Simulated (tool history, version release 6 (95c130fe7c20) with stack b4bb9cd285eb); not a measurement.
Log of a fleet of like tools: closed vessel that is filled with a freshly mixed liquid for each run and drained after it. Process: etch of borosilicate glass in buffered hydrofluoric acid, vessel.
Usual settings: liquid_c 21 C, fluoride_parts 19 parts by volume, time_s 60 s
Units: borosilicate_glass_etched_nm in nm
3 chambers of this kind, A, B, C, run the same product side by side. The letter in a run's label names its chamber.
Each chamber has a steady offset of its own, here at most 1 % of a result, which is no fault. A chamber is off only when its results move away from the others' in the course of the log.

| run | hour | liquid_c | fluoride_parts | time_s | read-back film thickness of the borosilicate glass reference wafer, read on the same gauge (nm) | borosilicate_glass_etched_nm |
|---|---|---|---|---|---|---|
| 1C | 5.2 | 21 | 19 | 60 | 50.018 | 35.200 |
| 2B | 12.5 | 21 | 19 | 60 | 50.010 | 35.902 |
| 3A | 19.8 | 21 | 19 | 60 | 50.008 | 36.070 |
| 4A | 23.8 | 21 | 19 | 60 | 50.004 | 35.671 |
| 5B | 27.7 | 21 | 19 | 60 | 49.984 | 35.700 |
| 6C | 35.5 | 21 | 19 | 60 | 49.996 | 35.642 |
| 7C | 41.1 | 21 | 16 | 85 | 50.003 | 59.963 |
| 8A | 47.7 | 21 | 16 | 85 | 49.994 | 59.768 |
| 9B | 54.6 | 21 | 16 | 85 | 49.997 | 59.628 |
| 10A | 58.3 | 21 | 19 | 60 | 49.989 | 35.747 |
| 11B | 66.1 | 21 | 19 | 60 | 49.995 | 35.531 |
| 12C | 71.5 | 21 | 19 | 60 | 49.974 | 34.890 |
| 13A | 75.8 | 24 | 19 | 60 | 49.999 | 42.264 |
| 14B | 82.2 | 24 | 19 | 60 | 50.009 | 41.789 |
| 15C | 88.2 | 24 | 19 | 60 | 50.007 | 40.241 |
| 16B | 92.5 | 25 | 12 | 60 | 49.990 | 69.303 |
| 17C | 98.3 | 25 | 12 | 60 | 49.984 | 68.840 |
| 18A | 102.2 | 25 | 12 | 60 | 49.995 | 69.697 |
| 19B | 106.6 | 21 | 19 | 60 | 49.988 | 35.641 |
| 20C | 115.0 | 21 | 19 | 60 | 49.984 | 34.410 |
| 21A | 122.2 | 21 | 19 | 60 | 49.996 | 35.566 |
| 22C | 127.3 | 21 | 19 | 60 | 50.002 | 34.217 |
| 23A | 133.6 | 21 | 19 | 60 | 49.996 | 35.981 |
| 24B | 137.5 | 21 | 19 | 60 | 49.998 | 35.501 |
| 25A | 142.6 | 21 | 19 | 60 | 50.003 | 35.696 |
| 26B | 146.8 | 21 | 19 | 60 | 50.013 | 35.582 |
| 27C | 151.1 | 21 | 19 | 60 | 49.994 | 33.995 |
| 28B | 156.9 | 21 | 19 | 60 | 50.007 | 35.224 |
| 29A | 165.0 | 21 | 19 | 60 | 49.996 | 35.606 |
| 30C | 172.0 | 21 | 19 | 60 | 49.969 | 33.428 |
| 31A | 177.4 | 21 | 19 | 60 | 49.992 | 35.109 |
| 32C | 184.8 | 21 | 19 | 60 | 49.984 | 33.331 |
| 33B | 192.7 | 21 | 19 | 60 | 49.987 | 35.685 |
| 34B | 197.3 | 21 | 19 | 60 | 50.011 | 35.250 |

Is one chamber off against the others, does the gauge drift, or is nothing wrong? If a chamber is off, say which, and what the likeliest cause is.

Chamber C drifts away from the others.
Cause: hydrofluoric acid flow below the setpoint (%) = 6.99.
The log may not tell that from: liquid colder than its thermometer reads (K).

Here are 4 candidates for chamber C's next run, each the usual settings with a change, their results left as question marks. Which one brings its results back in line with what the others give on the usual settings?
In line means no further than this from the other chambers' mean on the usual settings: borosilicate_glass_etched_nm 0.910 nm
| 35C-1 | 203.3 | 21.0 | 23.5 | 60 |  | ? |
| 35C-2 | 203.3 | 21.5 | 18.0 | 60 |  | ? |
| 35C-3 | 203.3 | 21.0 | 21.0 | 60 |  | ? |
| 35C-4 | 203.3 | 24.0 | 19.0 | 60 |  | ? |

The other chambers' mean on the usual settings: borosilicate_glass_etched_nm 35.710 nm
| run | borosilicate_glass_etched_nm |
|---|---|
| 35C-1 | 28.452 |
| 35C-2 | 35.641 |
| 35C-3 | 30.797 |
| 35C-4 | 38.938 |
35C-2 brings the chamber back in line.

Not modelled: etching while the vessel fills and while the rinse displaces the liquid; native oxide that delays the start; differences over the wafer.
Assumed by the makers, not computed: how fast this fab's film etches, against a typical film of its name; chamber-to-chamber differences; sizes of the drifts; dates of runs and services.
